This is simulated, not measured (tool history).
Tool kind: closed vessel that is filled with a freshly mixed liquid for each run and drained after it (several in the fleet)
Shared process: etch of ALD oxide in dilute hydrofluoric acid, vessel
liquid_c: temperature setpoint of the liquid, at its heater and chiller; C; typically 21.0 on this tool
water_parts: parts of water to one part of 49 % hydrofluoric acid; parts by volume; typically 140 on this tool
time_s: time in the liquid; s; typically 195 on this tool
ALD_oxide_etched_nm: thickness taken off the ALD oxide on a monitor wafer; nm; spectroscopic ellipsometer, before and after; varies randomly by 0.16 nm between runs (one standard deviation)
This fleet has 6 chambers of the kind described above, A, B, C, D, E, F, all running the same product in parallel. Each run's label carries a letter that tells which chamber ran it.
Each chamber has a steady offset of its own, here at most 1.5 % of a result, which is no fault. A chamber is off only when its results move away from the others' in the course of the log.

run   hour  liquid_c  water_parts  time_s  hours since the thermometer was replaced  hours since the hydrofluoric acid flow meter was replaced  read-back film thickness of the ALD oxide reference wafer, read on the same gauge (nm)  ALD_oxide_etched_nm
 1F   12.8      21.0          140     195                                    1615.8                                                      151.2                                                                                  40.005               17.235
      17.5  -- chamber C: hydrofluoric acid flow meter replaced
 2A   24.8      21.0          140     195                                     618.7                                                      292.5                                                                                  40.021               16.938
 3B   34.3      21.0          140     195                                     408.4                                                      554.3                                                                                  40.003               17.135
 4E   46.5      21.0          140     195                                    1966.5                                                     1527.9                                                                                  40.010               17.165
      55.7  -- chamber F: thermometer replaced
 5D   57.8      18.0          140     195                                     608.6                                                      388.5                                                                                  40.007               15.064
 6C   68.5      18.0          140     195                                     687.2                                                       51.1                                                                                  39.972               15.074
 7A   83.0      18.0          140     195                                     676.9                                                      350.7                                                                                  39.992               15.138
 8E   97.0      18.0          140     195                                    2017.0                                                     1578.4                                                                                  40.019               15.252
 9B  107.1      18.0          140     195                                     481.2                                                      627.1                                                                                  40.022               15.012
10F  116.6      18.0          140     195                                      61.0                                                      255.0                                                                                  39.992               15.402
11C  129.5      21.0          140     195                                     748.2                                                      112.1                                                                                  40.010               17.124
12D  142.7      21.0          140     195                                     693.5                                                      473.4                                                                                  39.990               16.815
13A  150.3      21.0          140     195                                     744.2                                                      418.0                                                                                  40.034               17.047
14B  158.6      21.0          140     195                                     532.7                                                      678.6                                                                                  40.006               16.870
15C  165.2      21.0          140     195                                     783.9                                                      147.8                                                                                  40.000               16.915
16D  173.9      21.0          140     195                                     724.7                                                      504.6                                                                                  40.011               17.105
17E  180.3      21.0          140     195                                    2100.3                                                     1661.7                                                                                  40.041               16.961
18F  194.4      21.0          140     195                                     138.8                                                      332.8                                                                                  40.024               16.846
19D  201.3      25.5          140     195                                     752.1                                                      532.0                                                                                  39.952               20.106
     204.8  -- chamber E: thermometer replaced
20F  214.5      25.5          140     195                                     158.9                                                      352.9                                                                                  40.030               20.678
21C  224.0      25.5          140     195                                     842.7                                                      206.6                                                                                  39.985               20.116
     232.1  -- chamber A: thermometer replaced
22A  234.5      25.5          140     195                                       2.4                                                      502.2                                                                                  39.987               20.187
23E  243.9      25.5          140     195                                      39.2                                                     1725.3                                                                                  40.053               20.505
24B  256.8      25.5          140     195                                     630.9                                                      776.8                                                                                  39.985               19.660
     259.3  -- chamber A: hydrofluoric acid flow meter replaced
25E  264.3      21.0          110     195                                      59.6                                                     1745.7                                                                                  39.996               22.916
26D  271.4      21.0          110     195                                     822.2                                                      602.1                                                                                  40.013               22.402
27C  278.0      21.0          110     195                                     896.7                                                      260.6                                                                                  40.003               22.610
28F  284.7      21.0          110     195                                     229.1                                                      423.1                                                                                  40.021               22.223
29B  296.9      21.0          110     195                                     671.0                                                      816.9                                                                                  39.983               21.432
30A  310.5      21.0          110     195                                      78.4                                                       51.2                                                                                  40.010               22.092
31E  322.1      21.0          140     195                                     117.4                                                     1803.5                                                                                  40.011               17.513
     331.6  -- chamber F: hydrofluoric acid flow meter replaced
32D  333.4      21.0          140     195                                     884.2                                                      664.1                                                                                  39.987               16.842
33F  346.9      18.5          185     195                                     291.3                                                       15.4                                                                                  40.009               11.259
34B  355.5      18.5          185     195                                     729.6                                                      875.5                                                                                  39.999               10.540
35A  362.1      18.5          185     195                                     130.0                                                      102.8                                                                                  40.026               11.305
36C  370.8      18.5          185     195                                     989.5                                                      353.4                                                                                  40.010               11.115
37E  378.3      18.5          185     195                                     173.6                                                     1859.7                                                                                  40.012               11.170
38D  393.2      18.5          185     195                                     944.0                                                      723.9                                                                                  39.963               10.905
39B  402.0      21.0          140     195                                     776.1                                                      922.0                                                                                  39.998               15.786
40F  414.4      21.0          140     195                                     358.8                                                       82.9                                                                                  39.950               17.050

What goes on in this fleet: one chamber off, a drifting gauge, or nothing beyond the chambers' own small offsets? Name the chamber and the cause, if any.

Chamber B drifts away from the others.
Cause: hydrofluoric acid flow below the setpoint (%) = 5.47.
Not necessarily distinguishable in this log from: liquid colder than its thermometer reads (K).

Below are 4 candidate recipes for chamber B's next run, each the usual settings with a change, their results shown as question marks. Which of them brings B's results back in line with what the other chambers give on the usual settings?
Allowed miss from the other chambers' usual-settings mean, per result, to count as in line: ALD_oxide_etched_nm 0.580 nm
41B-1  425.0      21.0          145     190                                                                                                                                                                                                                 ?
41B-2  425.0      21.0          140     200                                                                                                                                                                                                                 ?
41B-3  425.0      21.0          135     205                                                                                                                                                                                                                 ?
41B-4  425.0      20.5          140     195                                                                                                                                                                                                                 ?

Average result of the remaining chambers running the usual settings: ALD_oxide_etched_nm 17.050 nm
  run  ALD_oxide_etched_nm
41B-1               14.670
41B-2               16.076
41B-3               17.178
41B-4               15.366
Change 41B-3 lands the chamber within the allowed miss of the other chambers.

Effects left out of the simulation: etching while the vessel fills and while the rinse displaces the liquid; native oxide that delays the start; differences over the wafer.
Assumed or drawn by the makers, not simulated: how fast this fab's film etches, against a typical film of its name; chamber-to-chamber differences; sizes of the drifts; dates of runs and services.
